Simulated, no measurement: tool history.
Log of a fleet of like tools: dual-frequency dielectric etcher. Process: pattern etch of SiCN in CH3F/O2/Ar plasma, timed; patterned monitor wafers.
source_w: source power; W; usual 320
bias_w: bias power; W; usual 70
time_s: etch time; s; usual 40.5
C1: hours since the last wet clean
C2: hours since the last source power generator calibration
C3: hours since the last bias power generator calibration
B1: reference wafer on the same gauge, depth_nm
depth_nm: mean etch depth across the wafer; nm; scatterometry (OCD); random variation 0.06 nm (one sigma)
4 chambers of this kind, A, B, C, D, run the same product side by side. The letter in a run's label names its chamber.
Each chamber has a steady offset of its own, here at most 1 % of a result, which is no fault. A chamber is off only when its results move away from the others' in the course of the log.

Run 1D, hour 11.6: usual settings; C1 228.3; C2 2730.3; C3 737.4; B1 16.104. Result: depth_nm 13.903 nm.
Run 2B, hour 22.5: usual settings; C1 389.2; C2 2703.8; C3 2656.8; B1 16.100. Result: depth_nm 13.767 nm.
Run 3A, hour 36.6: usual settings; C1 407.9; C2 2601.4; C3 2787.5; B1 16.092. Result: depth_nm 13.884 nm.
Run 4C, hour 45.2: usual settings; C1 305.0; C2 3129.4; C3 2602.0; B1 16.099. Result: depth_nm 13.918 nm.
Run 5D, hour 57.9: usual settings but source_w 290 W; C1 274.6; C2 2776.6; C3 783.7; B1 16.093. Result: depth_nm 13.396 nm.
Run 6A, hour 69.0: usual settings but source_w 290 W; C1 440.3; C2 2633.8; C3 2819.9; B1 16.107. Result: depth_nm 13.427 nm.
Run 7B, hour 81.5: usual settings but source_w 290 W; C1 448.2; C2 2762.8; C3 2715.8; B1 16.099. Result: depth_nm 13.387 nm.
Run 8C, hour 90.4: usual settings but source_w 290 W; C1 350.2; C2 3174.6; C3 2647.2; B1 16.087. Result: depth_nm 13.449 nm.
Run 9D, hour 97.3: usual settings; C1 314.0; C2 2816.0; C3 823.1; B1 16.096. Result: depth_nm 13.834 nm.
Run 10B, hour 106.7: usual settings; C1 473.4; C2 2788.0; C3 2741.0; B1 16.077. Result: depth_nm 13.932 nm.
Run 11C, hour 115.7: usual settings but source_w 280 W, bias_w 57 W; C1 375.5; C2 3199.9; C3 2672.5; B1 16.102. Result: depth_nm 12.252 nm.
Run 12A, hour 124.2: usual settings but source_w 280 W, bias_w 57 W; C1 495.5; C2 2689.0; C3 2875.1; B1 16.106. Result: depth_nm 12.328 nm.
At hour 124.4: chamber C: wet clean of the chamber.
Run 13C, hour 132.8: usual settings but source_w 280 W, bias_w 57 W; C1 8.5; C2 3217.0; C3 2689.6; B1 16.106. Result: depth_nm 12.248 nm.
Run 14A, hour 144.7: usual settings but source_w 280 W, bias_w 57 W; C1 516.0; C2 2709.5; C3 2895.6; B1 16.107. Result: depth_nm 12.312 nm.
Run 15D, hour 158.9: usual settings; C1 375.6; C2 2877.6; C3 884.7; B1 16.109. Result: depth_nm 13.888 nm.
Run 16B, hour 171.7: usual settings; C1 538.4; C2 2853.0; C3 2806.0; B1 16.089. Result: depth_nm 13.903 nm.
Run 17D, hour 184.0: usual settings; C1 400.7; C2 2902.7; C3 909.8; B1 16.103. Result: depth_nm 13.768 nm.
Run 18C, hour 191.2: usual settings; C1 66.9; C2 3275.4; C3 2748.0; B1 16.101. Result: depth_nm 13.924 nm.
Run 19A, hour 198.0: usual settings but source_w 370 W; C1 569.3; C2 2762.8; C3 2948.9; B1 16.121. Result: depth_nm 14.733 nm.
At hour 206.7: chamber B: wet clean of the chamber.
Run 20B, hour 207.9: usual settings but source_w 370 W; C1 1.2; C2 2889.2; C3 2842.2; B1 16.098. Result: depth_nm 14.665 nm.
Run 21D, hour 215.1: usual settings but source_w 370 W; C1 431.8; C2 2933.8; C3 940.9; B1 16.085. Result: depth_nm 14.603 nm.
At hour 219.0: chamber A: bias power generator calibrated.
Run 22B, hour 223.3: usual settings but source_w 370 W; C1 16.6; C2 2904.6; C3 2857.6; B1 16.118. Result: depth_nm 14.580 nm.
Run 23C, hour 232.7: usual settings; C1 108.4; C2 3316.9; C3 2789.5; B1 16.089. Result: depth_nm 13.839 nm.
Run 24A, hour 239.7: usual settings; C1 611.0; C2 2804.5; C3 20.8; B1 16.094. Result: depth_nm 14.104 nm.
Run 25D, hour 252.5: usual settings but source_w 350 W, time_s 48.0 s; C1 469.2; C2 2971.2; C3 978.3; B1 16.094. Result: depth_nm 17.157 nm.
Run 26A, hour 264.8: usual settings but source_w 350 W, time_s 48.0 s; C1 636.1; C2 2829.6; C3 45.9; B1 16.082. Result: depth_nm 17.427 nm.
Run 27C, hour 273.2: usual settings but source_w 350 W, time_s 48.0 s; C1 148.9; C2 3357.4; C3 2830.0; B1 16.107. Result: depth_nm 16.993 nm.
Run 28B, hour 286.4: usual settings but source_w 350 W, time_s 48.0 s; C1 79.7; C2 2967.7; C3 2920.7; B1 16.087. Result: depth_nm 17.091 nm.
Run 29A, hour 298.7: usual settings but bias_w 85 W; C1 670.0; C2 2863.5; C3 79.8; B1 16.096. Result: depth_nm 15.228 nm.
Run 30D, hour 308.5: usual settings but bias_w 85 W; C1 525.2; C2 3027.2; C3 1034.3; B1 16.103. Result: depth_nm 14.931 nm.
At hour 310.7: chamber D: wet clean of the chamber.
Run 31C, hour 316.1: usual settings but bias_w 85 W; C1 191.8; C2 3400.3; C3 2872.9; B1 16.095. Result: depth_nm 14.980 nm.
Run 32B, hour 327.1: usual settings but bias_w 85 W; C1 120.4; C2 3008.4; C3 2961.4; B1 16.092. Result: depth_nm 14.986 nm.
Run 33C, hour 340.4: usual settings; C1 216.1; C2 3424.6; C3 2897.2; B1 16.116. Result: depth_nm 13.872 nm.
Run 34A, hour 354.8: usual settings; C1 726.1; C2 2919.6; C3 135.9; B1 16.104. Result: depth_nm 14.261 nm.
Run 35B, hour 364.1: usual settings but bias_w 80 W, time_s 36.0 s; C1 157.4; C2 3045.4; C3 2998.4; B1 16.098. Result: depth_nm 13.018 nm.
Run 36D, hour 376.2: usual settings but bias_w 80 W, time_s 36.0 s; C1 65.5; C2 3094.9; C3 1102.0; B1 16.098. Result: depth_nm 13.015 nm.
Run 37D, hour 383.8: usual settings but bias_w 80 W, time_s 36.0 s; C1 73.1; C2 3102.5; C3 1109.6; B1 16.089. Result: depth_nm 12.935 nm.

Is one chamber off against the others, does the gauge drift, or is nothing wrong? If a chamber is off, say which, and what the likeliest cause is.

Chamber A drifts away from the others.
Cause: etch rate over this chamber's usual, % = 2.77.

Here are 4 candidates for chamber A's next run, each the usual settings with a change, their results left as question marks. Which one brings its results back in line with what the others give on the usual settings?
In line means no further than this from the other chambers' mean on the usual settings: depth_nm 0.210 nm
Run 38A-1, hour 394.8: usual settings but bias_w 63 W. Result: depth_nm ?.
Run 38A-2, hour 394.8: usual settings but time_s 41.0 s. Result: depth_nm ?.
Run 38A-3, hour 394.8: usual settings but bias_w 71 W, time_s 41.5 s. Result: depth_nm ?.
Run 38A-4, hour 394.8: usual settings but time_s 40.0 s. Result: depth_nm ?.

The other chambers' mean on the usual settings: depth_nm 13.883 nm
  run  depth_nm
38A-1    13.848
38A-2    14.549
38A-3    14.801
38A-4    14.194
38A-1 brings the chamber back in line.
